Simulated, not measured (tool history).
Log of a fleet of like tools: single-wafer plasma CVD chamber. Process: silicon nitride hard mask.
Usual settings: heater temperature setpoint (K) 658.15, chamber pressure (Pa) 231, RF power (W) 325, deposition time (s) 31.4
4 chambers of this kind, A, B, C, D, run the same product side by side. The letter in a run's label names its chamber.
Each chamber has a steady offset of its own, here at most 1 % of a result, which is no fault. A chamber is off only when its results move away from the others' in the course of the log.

run,hour,heater temperature setpoint (K),chamber pressure (Pa),RF power (W),deposition time (s),hours since the last thermocouple change,hours since the last RF generator calibration,hours since the last manometer calibration,"read-back reference wafer on the same gauge, thickness_nm",mean film thickness on the monitor wafer (nm)
1A,3.5,658.15,231,325,31.4,924,1016.2,327,37.892,39.102
2B,8.4,658.15,231,325,31.4,958.2,1444.7,2030.7,37.89,39.64
3C,12.6,658.15,231,325,31.4,437.4,391.6,1913.6,37.872,39.186
4D,15.7,658.15,231,325,31.4,26.5,404,1314.1,37.873,39.344
5B,19.1,658.15,231,325,31.4,968.9,1455.4,2041.4,37.884,39.578
# hour 20.4: chamber A: thermocouple changed; heater temperature recalibrated
6D,23.6,658.15,231,325,31.4,34.4,411.9,1322,37.878,39.346
7A,29.7,658.15,231,325,31.4,9.3,1042.4,353.2,37.863,38.963
8C,34.7,658.15,231,325,31.4,459.5,413.7,1935.7,37.845,39.165
9A,41.3,658.15,231,325,31.4,20.9,1054,364.8,37.856,39.005
10D,47.5,658.15,231,325,31.4,58.3,435.8,1345.9,37.847,39.272
11C,52.1,658.15,231,325,31.4,476.9,431.1,1953.1,37.828,39.217
12B,56.4,658.15,231,325,31.4,1006.2,1492.7,2078.7,37.836,39.513
13C,62.2,658.15,231,325,31.4,487,441.2,1963.2,37.822,39.133
14A,65.1,658.15,231,325,31.4,44.7,1077.8,388.6,37.818,38.975
15B,68.2,658.15,231,325,31.4,1018,1504.5,2090.5,37.817,39.521
16D,72.3,658.15,231,325,31.4,83.1,460.6,1370.7,37.8,39.286
17B,75.9,658.15,231,325,31.4,1025.7,1512.2,2098.2,37.787,39.398
18A,79.8,658.15,231,325,31.4,59.4,1092.5,403.3,37.791,38.998
19D,83.2,658.15,231,325,31.4,94,471.5,1381.6,37.807,39.275
20C,87.2,658.15,231,325,31.4,512,466.2,1988.2,37.792,39.2
21B,91.7,658.15,231,325,31.4,1041.5,1528,2114,37.793,39.424
22C,94.6,658.15,231,325,31.4,519.4,473.6,1995.6,37.783,39.218
23A,100.4,658.15,231,325,31.4,80,1113.1,423.9,37.764,38.85
24D,105,658.15,231,325,31.4,115.8,493.3,1403.4,37.77,39.261
25A,110.5,658.15,231,325,31.4,90.1,1123.2,434,37.765,38.738
26B,116,658.15,231,325,31.4,1065.8,1552.3,2138.3,37.767,39.452
27C,119.5,658.15,231,325,31.4,544.3,498.5,2020.5,37.746,39.106
28D,123.4,658.15,231,300,31.4,134.2,511.7,1421.8,37.746,37.23
29A,127.7,658.15,231,300,31.4,107.3,1140.4,451.2,37.746,36.89
30B,133.9,658.15,231,300,31.4,1083.7,1570.2,2156.2,37.726,37.402
31D,138.7,658.15,231,300,31.4,149.5,527,1437.1,37.718,37.143
32C,144,658.15,275,325,31.4,568.8,523,2045,37.718,40.909
33B,149.4,658.15,275,325,31.4,1099.2,1585.7,2171.7,37.705,41.193
34C,155.6,658.15,275,325,31.4,580.4,534.6,2056.6,37.707,40.936
35A,161.3,658.15,275,325,31.4,140.9,1174,484.8,37.706,40.799
36D,165.1,658.15,231,325,31.4,175.9,553.4,1463.5,37.698,39.163
37B,170.4,658.15,259,325,31.4,1120.2,1606.7,2192.7,37.675,40.663
38C,174,658.15,259,325,31.4,598.8,553,2075,37.693,40.274
39A,178.1,658.15,259,325,31.4,157.7,1190.8,501.6,37.669,40.122
40D,182,658.15,259,325,31.4,192.8,570.3,1480.4,37.676,40.361
41A,187,658.15,231,325,31.4,166.6,1199.7,510.5,37.667,38.787
42D,192.7,658.15,231,325,31.4,203.5,581,1491.1,37.673,39.115

Is one chamber off against the others, does the gauge drift, or is nothing wrong? If a chamber is off, say which, and what the likeliest cause is.

The gauge drifts, so all chambers seem to drift together. No chamber is off.
Cause: gauge reads low (%) = 0.643.
